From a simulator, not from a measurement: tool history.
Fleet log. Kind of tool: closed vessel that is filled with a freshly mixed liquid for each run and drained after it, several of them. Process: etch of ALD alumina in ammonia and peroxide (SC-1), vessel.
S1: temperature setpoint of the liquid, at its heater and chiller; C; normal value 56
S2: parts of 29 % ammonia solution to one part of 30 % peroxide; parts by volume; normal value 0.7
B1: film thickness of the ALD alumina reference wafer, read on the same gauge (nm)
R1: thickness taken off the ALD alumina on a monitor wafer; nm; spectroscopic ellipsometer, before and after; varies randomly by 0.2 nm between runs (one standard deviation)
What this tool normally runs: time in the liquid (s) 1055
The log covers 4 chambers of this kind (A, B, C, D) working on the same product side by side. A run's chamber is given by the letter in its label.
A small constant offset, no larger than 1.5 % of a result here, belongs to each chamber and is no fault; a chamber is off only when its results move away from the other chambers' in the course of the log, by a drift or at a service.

run 1B day=0.121 | S1=56 S2=0.7 time_in_the_liquid_(s)=1055 | B1=70.014 | R1=51.918
run 2A day=0.254 | S1=56 S2=0.7 time_in_the_liquid_(s)=1055 | B1=70.032 | R1=50.974
run 3D day=0.5 | S1=56 S2=0.7 time_in_the_liquid_(s)=1055 | B1=69.977 | R1=51.496
run 4C day=0.633 | S1=56 S2=0.7 time_in_the_liquid_(s)=1055 | B1=69.997 | R1=51.308
run 5A day=0.817 | S1=56 S2=0.7 time_in_the_liquid_(s)=1055 | B1=70.02 | R1=50.769
run 6C day=0.975 | S1=56 S2=0.7 time_in_the_liquid_(s)=1055 | B1=69.999 | R1=51.434
run 7B day=1.146 | S1=56 S2=0.7 time_in_the_liquid_(s)=1055 | B1=69.969 | R1=51.669
run 8D day=1.271 | S1=59 S2=0.7 time_in_the_liquid_(s)=1535 | B1=70.023 | R1=87.91
run 9B day=1.475 | S1=59 S2=0.7 time_in_the_liquid_(s)=1535 | B1=70.002 | R1=88.818
run 10A day=1.679 | S1=59 S2=0.7 time_in_the_liquid_(s)=1535 | B1=69.996 | R1=86.237
run 11D day=1.825 | S1=59 S2=0.7 time_in_the_liquid_(s)=1535 | B1=70.019 | R1=87.987
run 12C day=2.004 | S1=56 S2=0.7 time_in_the_liquid_(s)=1055 | B1=70.007 | R1=51.365
run 13D day=2.121 | S1=46.5 S2=1.05 time_in_the_liquid_(s)=1055 | B1=69.979 | R1=31.632
run 14C day=2.271 | S1=46.5 S2=1.05 time_in_the_liquid_(s)=1055 | B1=70.005 | R1=32.094
run 15B day=2.392 | S1=46.5 S2=1.05 time_in_the_liquid_(s)=1055 | B1=69.994 | R1=32.12
run 16A day=2.646 | S1=46.5 S2=1.05 time_in_the_liquid_(s)=1055 | B1=70.013 | R1=31.539
run 17A day=2.767 | S1=56 S2=0.7 time_in_the_liquid_(s)=1055 | B1=69.976 | R1=50.922
run 18B day=2.896 | S1=56 S2=0.7 time_in_the_liquid_(s)=1055 | B1=69.976 | R1=51.972
run 19D day=3.083 | S1=56 S2=0.7 time_in_the_liquid_(s)=1055 | B1=70.055 | R1=50.433
run 20C day=3.229 | S1=56 S2=0.7 time_in_the_liquid_(s)=1055 | B1=70.017 | R1=51.183
run 21A day=3.425 | S1=56 S2=0.7 time_in_the_liquid_(s)=1055 | B1=70.033 | R1=50.808
run 22D day=3.671 | S1=56 S2=0.7 time_in_the_liquid_(s)=1055 | B1=70.034 | R1=50.478
run 23B day=3.879 | S1=49.5 S2=0.7 time_in_the_liquid_(s)=1055 | B1=70.025 | R1=36.35
run 24C day=4.054 | S1=49.5 S2=0.7 time_in_the_liquid_(s)=1055 | B1=69.941 | R1=36.31
run 25B day=4.308 | S1=49.5 S2=0.7 time_in_the_liquid_(s)=1055 | B1=69.989 | R1=36.625
run 26D day=4.562 | S1=49.5 S2=0.7 time_in_the_liquid_(s)=1055 | B1=69.999 | R1=34.969
run 27A day=4.692 | S1=56 S2=0.7 time_in_the_liquid_(s)=1055 | B1=69.969 | R1=50.821
run 28C day=4.808 | S1=56 S2=0.7 time_in_the_liquid_(s)=1055 | B1=69.994 | R1=51.76
run 29A day=4.942 | S1=56 S2=0.7 time_in_the_liquid_(s)=1055 | B1=69.996 | R1=50.989
-- day=5.062 chamber A: thermometer replaced
run 30B day=5.083 | S1=56 S2=0.7 time_in_the_liquid_(s)=445 | B1=70.012 | R1=21.912
run 31C day=5.254 | S1=56 S2=0.7 time_in_the_liquid_(s)=445 | B1=69.955 | R1=21.672
run 32D day=5.454 | S1=56 S2=0.7 time_in_the_liquid_(s)=445 | B1=70.007 | R1=20.955
run 33A day=5.683 | S1=56 S2=0.7 time_in_the_liquid_(s)=445 | B1=70.017 | R1=21.343
run 34C day=5.821 | S1=56 S2=0.7 time_in_the_liquid_(s)=1055 | B1=70.037 | R1=51.146
run 35B day=5.979 | S1=56 S2=0.7 time_in_the_liquid_(s)=1055 | B1=70.025 | R1=51.751
run 36D day=6.221 | S1=63.5 S2=0.7 time_in_the_liquid_(s)=1325 | B1=70.026 | R1=91.412
run 37B day=6.429 | S1=63.5 S2=0.7 time_in_the_liquid_(s)=1325 | B1=69.961 | R1=96.365
run 38C day=6.617 | S1=63.5 S2=0.7 time_in_the_liquid_(s)=1325 | B1=69.975 | R1=95.018

All 4 chambers run these settings next. Forecast each chamber's results:
run 39A day=6.8 | S1=56 S2=0.7 time_in_the_liquid_(s)=1055 | R1=?
run 39B day=6.8 | S1=56 S2=0.7 time_in_the_liquid_(s)=1055 | R1=?
run 39C day=6.8 | S1=56 S2=0.7 time_in_the_liquid_(s)=1055 | R1=?
run 39D day=6.8 | S1=56 S2=0.7 time_in_the_liquid_(s)=1055 | R1=?

run=39A R1=50.718
run=39B R1=51.804
run=39C R1=51.339
run=39D R1=48.691
